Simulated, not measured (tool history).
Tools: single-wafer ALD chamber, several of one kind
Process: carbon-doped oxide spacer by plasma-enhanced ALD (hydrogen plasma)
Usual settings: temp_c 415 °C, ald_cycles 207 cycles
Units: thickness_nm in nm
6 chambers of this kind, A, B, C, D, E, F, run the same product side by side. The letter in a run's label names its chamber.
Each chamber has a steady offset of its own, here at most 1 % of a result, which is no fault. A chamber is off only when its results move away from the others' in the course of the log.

run   hour  temp_c  ald_cycles  read-back reference wafer on the same gauge, thickness_nm  thickness_nm
 1E   10.7     415         207                                                     8.3241        9.9081
 2C   23.1     415         207                                                     8.3370        9.7616
 3B   37.9     415         207                                                     8.3167        9.8362
 4A   52.9     415         207                                                     8.3152        9.9060
 5D   64.2     415         207                                                     8.3089        9.9290
 6F   78.2     415         207                                                     8.3181        9.9625
 7D   87.7     415         207                                                     8.3271        9.9320
 8B   97.3     415         207                                                     8.3227        9.8332
 9C  112.1     415         207                                                     8.3162        9.8790
10F  124.0     415         207                                                     8.3079        9.9096
11E  138.4     415         207                                                     8.3040        9.8056
12A  147.2     415         207                                                     8.3303        9.8582
13A  155.4     426         193                                                     8.3257        8.8666
14F  162.7     426         193                                                     8.3191        8.9134
15B  172.1     426         193                                                     8.3154        8.8478
16D  183.5     426         193                                                     8.3148        8.8564
17C  193.9     426         193                                                     8.3394        8.8920
18E  208.7     426         193                                                     8.3263        8.9314
19F  217.6     424         207                                                     8.3208        9.7009
20B  232.4     424         207                                                     8.3157        9.5581
21E  243.0     424         207                                                     8.3041        9.5565
22D  257.3     424         207                                                     8.3171        9.6433
23A  265.9     424         207                                                     8.3310        9.6720
     274.5  -- chamber B: thermocouple changed; heater temperature recalibrated
24C  278.5     424         207                                                     8.3139        9.5649
25F  290.0     415         207                                                     8.3318        9.8964
26E  296.7     415         207                                                     8.3302        9.9116
27C  304.6     415         207                                                     8.3159        9.8043
28B  318.8     415         207                                                     8.3306        9.8671
29A  329.4     415         207                                                     8.3293        9.7745
30D  336.8     415         207                                                     8.3265        9.8742
31F  347.2     415         207                                                     8.3161        9.9256
32E  355.6     415         207                                                     8.3238        9.7651
33B  367.6     423         179                                                     8.3121        8.2215
34C  375.3     423         179                                                     8.3166        8.2935
35A  384.1     423         179                                                     8.3220        8.3181
36D  390.7     423         179                                                     8.3239        8.3722
37F  397.7     423         179                                                     8.3231        8.3435
38C  405.1     423         179                                                     8.3351        8.3738
39A  418.3     415         207                                                     8.3210        9.8996
40B  429.7     415         185                                                     8.3244        8.7396
41E  444.3     415         185                                                     8.3260        8.8422
42D  454.6     415         185                                                     8.3206        8.9097

What goes on in this fleet: one chamber off, a drifting gauge, or nothing beyond the chambers' own small offsets? Name the chamber and the cause, if any.

No chamber stands off beyond its own small offset, and the gauge holds steady.

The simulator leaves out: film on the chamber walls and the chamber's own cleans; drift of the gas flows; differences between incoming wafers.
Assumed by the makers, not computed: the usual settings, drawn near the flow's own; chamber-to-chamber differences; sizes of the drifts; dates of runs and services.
